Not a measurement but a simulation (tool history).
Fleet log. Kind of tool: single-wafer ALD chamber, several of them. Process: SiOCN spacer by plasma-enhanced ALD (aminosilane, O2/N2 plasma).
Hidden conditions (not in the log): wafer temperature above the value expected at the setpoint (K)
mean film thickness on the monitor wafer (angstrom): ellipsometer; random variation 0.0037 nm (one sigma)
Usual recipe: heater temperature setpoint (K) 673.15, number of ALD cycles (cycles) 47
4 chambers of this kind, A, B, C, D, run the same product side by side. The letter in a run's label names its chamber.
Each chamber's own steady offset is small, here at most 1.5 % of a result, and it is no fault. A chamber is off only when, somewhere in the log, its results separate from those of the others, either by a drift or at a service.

| run | hour | heater temperature setpoint (K) | number of ALD cycles (cycles) | hours since the last thermocouple change | read-back reference wafer on the same gauge, thickness_nm | mean film thickness on the monitor wafer (angstrom) |
|---|---|---|---|---|---|---|
| 1D | 5.0 | 673.15 | 47 | 618.7 | 2.4613 | 28.047 |
| 2B | 8.4 | 673.15 | 47 | 949.4 | 2.4615 | 28.558 |
| 3C | 13.3 | 673.15 | 47 | 1964.5 | 2.4618 | 28.285 |
| 4A | 15.8 | 673.15 | 47 | 956.0 | 2.4622 | 28.603 |
|  | 17.2 | chamber C: thermocouple changed; heater temperature recalibrated |
| 5B | 19.7 | 673.15 | 47 | 960.7 | 2.4616 | 28.571 |
| 6C | 23.8 | 673.15 | 47 | 6.6 | 2.4628 | 28.360 |
| 7A | 26.1 | 673.15 | 47 | 966.3 | 2.4616 | 28.554 |
| 8D | 29.0 | 683.15 | 40 | 642.7 | 2.4624 | 23.269 |
| 9A | 34.1 | 683.15 | 40 | 974.3 | 2.4626 | 23.603 |
| 10B | 37.3 | 683.15 | 40 | 978.3 | 2.4635 | 23.618 |
| 11C | 41.9 | 683.15 | 40 | 24.7 | 2.4641 | 23.409 |
| 12D | 44.1 | 673.15 | 47 | 657.8 | 2.4638 | 28.048 |
| 13D | 47.3 | 673.15 | 47 | 661.0 | 2.4640 | 28.095 |
| 14A | 50.2 | 673.15 | 47 | 990.4 | 2.4647 | 28.638 |
| 15C | 54.5 | 673.15 | 47 | 37.3 | 2.4643 | 28.380 |
| 16B | 57.1 | 662.15 | 44 | 998.1 | 2.4655 | 26.851 |
| 17B | 61.9 | 662.15 | 44 | 1002.9 | 2.4662 | 26.798 |
| 18D | 65.1 | 662.15 | 44 | 678.8 | 2.4656 | 26.284 |
| 19A | 67.4 | 662.15 | 44 | 1007.6 | 2.4655 | 26.770 |
| 20C | 71.9 | 673.15 | 47 | 54.7 | 2.4663 | 28.363 |
| 21B | 76.8 | 673.15 | 47 | 1017.8 | 2.4677 | 28.571 |
| 22D | 81.1 | 673.15 | 47 | 694.8 | 2.4676 | 28.156 |
| 23C | 85.8 | 673.15 | 47 | 68.6 | 2.4673 | 28.452 |
| 24A | 88.0 | 673.15 | 47 | 1028.2 | 2.4677 | 28.606 |
| 25D | 91.6 | 673.15 | 47 | 705.3 | 2.4689 | 28.179 |
| 26A | 95.4 | 673.15 | 47 | 1035.6 | 2.4695 | 28.665 |
| 27C | 100.4 | 673.15 | 47 | 83.2 | 2.4692 | 28.393 |
| 28B | 103.6 | 673.15 | 47 | 1044.6 | 2.4689 | 28.662 |
| 29B | 108.0 | 673.15 | 47 | 1049.0 | 2.4700 | 28.676 |
| 30A | 111.6 | 659.15 | 41 | 1051.8 | 2.4697 | 24.974 |
| 31D | 114.3 | 659.15 | 41 | 728.0 | 2.4707 | 24.584 |
| 32C | 116.9 | 659.15 | 41 | 99.7 | 2.4706 | 24.819 |
| 33C | 121.0 | 659.15 | 41 | 103.8 | 2.4717 | 24.821 |
| 34D | 124.7 | 680.15 | 47 | 738.4 | 2.4716 | 27.580 |
| 35A | 128.9 | 680.15 | 47 | 1069.1 | 2.4725 | 28.119 |
| 36B | 131.6 | 680.15 | 47 | 1072.6 | 2.4720 | 28.128 |
| 37A | 135.2 | 680.15 | 47 | 1075.4 | 2.4723 | 28.078 |
| 38B | 139.0 | 673.15 | 47 | 1080.0 | 2.4730 | 28.720 |
| 39D | 141.7 | 673.15 | 47 | 755.4 | 2.4735 | 28.214 |

The same settings go to every chamber for the next run, one line per chamber below. Forecast the results for each:
| 40A | 145.4 | 663.15 | 47 |  |  | ? |
| 40B | 145.4 | 663.15 | 47 |  |  | ? |
| 40C | 145.4 | 663.15 | 47 |  |  | ? |
| 40D | 145.4 | 663.15 | 47 |  |  | ? |

| run | mean film thickness on the monitor wafer (angstrom) |
|---|---|
| 40A | 28.736 |
| 40B | 28.728 |
| 40C | 28.425 |
| 40D | 28.216 |

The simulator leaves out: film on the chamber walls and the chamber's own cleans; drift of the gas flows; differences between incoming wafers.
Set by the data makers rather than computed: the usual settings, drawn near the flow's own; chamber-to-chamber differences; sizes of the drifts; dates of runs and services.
